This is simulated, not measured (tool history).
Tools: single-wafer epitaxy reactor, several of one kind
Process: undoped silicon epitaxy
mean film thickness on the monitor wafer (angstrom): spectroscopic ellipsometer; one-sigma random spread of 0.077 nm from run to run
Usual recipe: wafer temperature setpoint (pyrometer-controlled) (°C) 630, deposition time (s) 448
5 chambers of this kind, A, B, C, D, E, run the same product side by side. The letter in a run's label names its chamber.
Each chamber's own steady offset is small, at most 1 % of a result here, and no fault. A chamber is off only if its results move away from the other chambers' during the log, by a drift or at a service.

| run | hour | wafer temperature setpoint (pyrometer-controlled) (°C) | deposition time (s) | read-back reference wafer on the same gauge, thickness_nm | mean film thickness on the monitor wafer (angstrom) |
|---|---|---|---|---|---|
| 1E | 5 | 630 | 448 | 39.205 | 478.55 |
| 2A | 9.9 | 630 | 448 | 39.213 | 482.1 |
| 3B | 14.4 | 630 | 448 | 39.223 | 481.15 |
| 4C | 18.4 | 630 | 448 | 39.224 | 482.44 |
| 5D | 22.9 | 630 | 448 | 39.243 | 484.28 |
| 6A | 26.4 | 630 | 448 | 39.253 | 480.92 |
| 7C | 32.2 | 630 | 448 | 39.245 | 481.92 |
| 8B | 35.8 | 630 | 448 | 39.258 | 481.09 |
| 9D | 39 | 630 | 448 | 39.265 | 483.19 |
| 10E | 44.3 | 630 | 448 | 39.266 | 478.36 |
| 11B | 49.2 | 636 | 372 | 39.27 | 459.05 |
| 12C | 52.1 | 636 | 372 | 39.29 | 460.47 |
| 13A | 57.2 | 636 | 372 | 39.273 | 459.43 |
| 14D | 62.1 | 636 | 372 | 39.291 | 460.09 |
| 15E | 66.4 | 636 | 372 | 39.296 | 453.79 |
| 16C | 69.5 | 630 | 448 | 39.29 | 482.25 |
| 17A | 73.2 | 630 | 448 | 39.285 | 483.67 |
| 18B | 78.5 | 644 | 448 | 39.311 | 664.81 |
| 19D | 83.1 | 644 | 448 | 39.327 | 667.41 |
| 20E | 88.6 | 644 | 448 | 39.332 | 653.87 |
| 21E | 91.5 | 644 | 448 | 39.346 | 652.34 |
| 22C | 96.2 | 644 | 448 | 39.351 | 666.06 |
| 23D | 101 | 630 | 448 | 39.346 | 484.62 |
| 24A | 106.5 | 621 | 448 | 39.344 | 395.16 |
| 25B | 110.9 | 621 | 448 | 39.354 | 391.93 |
| 26C | 114.1 | 621 | 448 | 39.353 | 390.9 |
| 27B | 119.8 | 621 | 448 | 39.379 | 392.03 |
| 28E | 122.6 | 621 | 448 | 39.381 | 391.78 |
| 29A | 128.2 | 630 | 448 | 39.367 | 485.14 |
| 30D | 132.2 | 630 | 448 | 39.374 | 484.64 |
| 31A | 137.1 | 630 | 448 | 39.407 | 485.13 |
| 32E | 142 | 630 | 448 | 39.395 | 480.84 |
| 33B | 145.2 | 630 | 448 | 39.411 | 483.3 |
| 34D | 150.4 | 630 | 448 | 39.403 | 484.59 |
| 35C | 153.8 | 630 | 448 | 39.425 | 484.69 |
| 36E | 156.7 | 630 | 448 | 39.429 | 481.44 |
| 37A | 160.4 | 630 | 448 | 39.436 | 484.75 |
| 38C | 163.6 | 630 | 448 | 39.434 | 484.46 |
| 39B | 167.8 | 616 | 420 | 39.435 | 325.58 |
| 40D | 173.2 | 616 | 420 | 39.451 | 328.09 |

What goes on in this fleet: one chamber off, a drifting gauge, or nothing beyond the chambers' own small offsets? Name the chamber and the cause, if any.

Every chamber seems to shift together because the gauge that measures them all drifts; the chambers themselves are fine.
What lies behind it: gauge reads high (%) = 0.653.

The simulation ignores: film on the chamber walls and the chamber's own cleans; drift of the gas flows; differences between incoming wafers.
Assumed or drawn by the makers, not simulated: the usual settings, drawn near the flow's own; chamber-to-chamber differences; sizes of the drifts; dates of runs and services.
